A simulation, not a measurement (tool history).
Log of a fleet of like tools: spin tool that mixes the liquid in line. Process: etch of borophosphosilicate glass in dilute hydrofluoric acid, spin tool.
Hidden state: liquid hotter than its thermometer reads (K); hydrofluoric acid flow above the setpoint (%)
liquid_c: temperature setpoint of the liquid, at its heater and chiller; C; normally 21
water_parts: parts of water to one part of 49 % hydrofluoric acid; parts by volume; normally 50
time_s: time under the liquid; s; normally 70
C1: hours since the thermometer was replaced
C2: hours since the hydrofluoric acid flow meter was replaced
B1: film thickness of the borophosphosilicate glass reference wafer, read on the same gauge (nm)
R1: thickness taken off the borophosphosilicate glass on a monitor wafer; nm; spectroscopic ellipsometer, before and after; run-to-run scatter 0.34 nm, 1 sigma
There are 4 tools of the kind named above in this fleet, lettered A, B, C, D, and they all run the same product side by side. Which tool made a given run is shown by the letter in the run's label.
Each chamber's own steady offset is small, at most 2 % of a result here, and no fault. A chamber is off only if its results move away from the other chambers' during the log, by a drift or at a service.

Run 1C, day 0.25: usual settings; C1 159.9; C2 1178.9; B1 69.987. Result: R1 61.109 nm.
Run 2D, day 0.575: usual settings; C1 686; C2 16.5; B1 70.032. Result: R1 61.944 nm.
Run 3A, day 0.883: usual settings; C1 591.8; C2 1262.3; B1 70.003. Result: R1 59.091 nm.
Run 4B, day 1.088: usual settings; C1 1022.3; C2 953.2; B1 70.033. Result: R1 61.162 nm.
At day 1.317: chamber B: thermometer replaced.
Run 5D, day 1.354: usual settings but water_parts 30 parts by volume, time_s 105 s; C1 704.7; C2 35.2; B1 69.962. Result: R1 155.4 nm.
Run 6C, day 1.688: usual settings but water_parts 30 parts by volume, time_s 105 s; C1 194.4; C2 1213.4; B1 69.981. Result: R1 157.28 nm.
Run 7B, day 1.9: usual settings but water_parts 30 parts by volume, time_s 105 s; C1 14.1; C2 972.7; B1 69.987. Result: R1 157.15 nm.
Run 8A, day 2.142: usual settings but water_parts 30 parts by volume, time_s 105 s; C1 622; C2 1292.5; B1 69.99. Result: R1 154.21 nm.
Run 9B, day 2.429: usual settings; C1 26.8; C2 985.4; B1 70.014. Result: R1 60.801 nm.
Run 10A, day 2.662: usual settings; C1 634.5; C2 1305; B1 70.023. Result: R1 59.469 nm.
Run 11D, day 2.925: usual settings; C1 742.4; C2 72.9; B1 70.041. Result: R1 61.871 nm.
Run 12C, day 3.346: usual settings; C1 234.2; C2 1253.2; B1 69.992. Result: R1 60.988 nm.
Run 13B, day 3.8: usual settings; C1 59.7; C2 1018.3; B1 70.009. Result: R1 60.648 nm.
Run 14D, day 4.05: usual settings but water_parts 25 parts by volume, time_s 40 s; C1 769.4; C2 99.9; B1 70.016. Result: R1 71.003 nm.
Run 15A, day 4.338: usual settings but water_parts 25 parts by volume, time_s 40 s; C1 674.7; C2 1345.2; B1 70.005. Result: R1 71.388 nm.
Run 16C, day 4.588: usual settings but water_parts 25 parts by volume, time_s 40 s; C1 264; C2 1283; B1 69.964. Result: R1 72.576 nm.
Run 17C, day 4.954: usual settings but water_parts 25 parts by volume, time_s 40 s; C1 272.8; C2 1291.8; B1 70.03. Result: R1 72.727 nm.
Run 18D, day 5.379: usual settings but liquid_c 22.5 C; C1 801.3; C2 131.8; B1 69.987. Result: R1 65.508 nm.
Run 19B, day 5.617: usual settings but liquid_c 22.5 C; C1 103.3; C2 1061.9; B1 70.06. Result: R1 65.432 nm.
Run 20A, day 6.029: usual settings but liquid_c 22.5 C; C1 715.3; C2 1385.8; B1 70.016. Result: R1 64.303 nm.
Run 21A, day 6.279: usual settings but liquid_c 22.5 C; C1 721.3; C2 1391.8; B1 69.986. Result: R1 65.016 nm.
Run 22C, day 6.742: usual settings; C1 315.7; C2 1334.7; B1 69.98. Result: R1 60.929 nm.
At day 6.825: chamber D: thermometer replaced.
Run 23B, day 7.029: usual settings; C1 137.2; C2 1095.8; B1 70.023. Result: R1 61.047 nm.
Run 24D, day 7.45: usual settings but liquid_c 18.5 C, water_parts 65 parts by volume; C1 15.1; C2 181.5; B1 70.027. Result: R1 41.803 nm.
Run 25A, day 7.862: usual settings but liquid_c 18.5 C, water_parts 65 parts by volume; C1 759.3; C2 1429.8; B1 69.973. Result: R1 41.399 nm.
Run 26C, day 8.279: usual settings but liquid_c 18.5 C, water_parts 65 parts by volume; C1 352.6; C2 1371.6; B1 69.954. Result: R1 41.365 nm.
Run 27B, day 8.55: usual settings but liquid_c 18.5 C, water_parts 65 parts by volume; C1 173.7; C2 1132.3; B1 70. Result: R1 41.039 nm.
Run 28D, day 8.858: usual settings; C1 48.9; C2 215.3; B1 70.037. Result: R1 60.907 nm.
Run 29C, day 9.175: usual settings; C1 374.1; C2 1393.1; B1 70.02. Result: R1 60.659 nm.
Run 30D, day 9.483: usual settings; C1 63.9; C2 230.3; B1 70.02. Result: R1 61.694 nm.
Run 31B, day 9.896: usual settings but liquid_c 26 C, water_parts 25 parts by volume; C1 206; C2 1164.6; B1 69.958. Result: R1 155.11 nm.
Run 32A, day 10.304: usual settings but liquid_c 26 C, water_parts 25 parts by volume; C1 817.9; C2 1488.4; B1 70.008. Result: R1 161.32 nm.
Run 33B, day 10.75: usual settings but liquid_c 26 C, water_parts 25 parts by volume; C1 226.5; C2 1185.1; B1 69.998. Result: R1 156.8 nm.
Run 34A, day 11.083: usual settings but liquid_c 26 C, water_parts 25 parts by volume; C1 836.6; C2 1507.1; B1 70.005. Result: R1 162.97 nm.
Run 35D, day 11.554: usual settings; C1 113.6; C2 280; B1 69.994. Result: R1 61.418 nm.
At day 11.571: chamber B: hydrofluoric acid flow meter replaced.
Run 36C, day 11.933: usual settings; C1 440.3; C2 1459.3; B1 70.01. Result: R1 61.223 nm.
Run 37D, day 12.325: usual settings; C1 132.1; C2 298.5; B1 70.023. Result: R1 61.064 nm.
Run 38C, day 12.688: usual settings; C1 458.4; C2 1477.4; B1 69.98. Result: R1 59.878 nm.
Run 39A, day 12.9: usual settings; C1 880.2; C2 1550.7; B1 69.99. Result: R1 63.25 nm.
Run 40B, day 13.117: usual settings; C1 283.3; C2 37.2; B1 70. Result: R1 60.228 nm.
Run 41B, day 13.492: usual settings; C1 292.3; C2 46.2; B1 69.998. Result: R1 60.854 nm.
Run 42D, day 13.9: usual settings; C1 169.9; C2 336.3; B1 69.979. Result: R1 61.844 nm.
Run 43C, day 14.271: usual settings; C1 496.4; C2 1515.4; B1 70.006. Result: R1 60.734 nm.
Run 44A, day 14.596: usual settings; C1 920.9; C2 1591.4; B1 70.035. Result: R1 63.655 nm.

One chamber off, gauge drift, or nothing amiss beyond the chambers' own small offsets? If it is a chamber, which one, and what is the likeliest cause?

One chamber, A, drifts off from the rest bit by bit.
Cause: liquid hotter than its thermometer reads (K) = 1.55.
With only this log, it may be confused with: hydrofluoric acid flow above the setpoint (%).

Chamber A could run next with any of the 4 candidate recipes listed below; each alters the usual settings, and their results appear as question marks. Which one brings its results back in line with what the other chambers deliver on the usual settings?
Maximum distance from the other chambers' mean on the usual settings for a result to count as in line: R1 1.2 nm
Run 45A-1, day 14.929: usual settings but liquid_c 22 C. Result: R1 ?.
Run 45A-2, day 14.929: usual settings but liquid_c 23 C. Result: R1 ?.
Run 45A-3, day 14.929: usual settings but liquid_c 20.5 C, time_s 65 s. Result: R1 ?.
Run 45A-4, day 14.929: usual settings but liquid_c 20 C. Result: R1 ?.

On the usual settings, the other chambers give on average: R1 60.992 nm
  run      R1
45A-1  66.637
45A-2  69.464
45A-3  58.115
45A-4  61.263
The right change is 45A-4: it brings the chamber back within the allowed miss of the others.
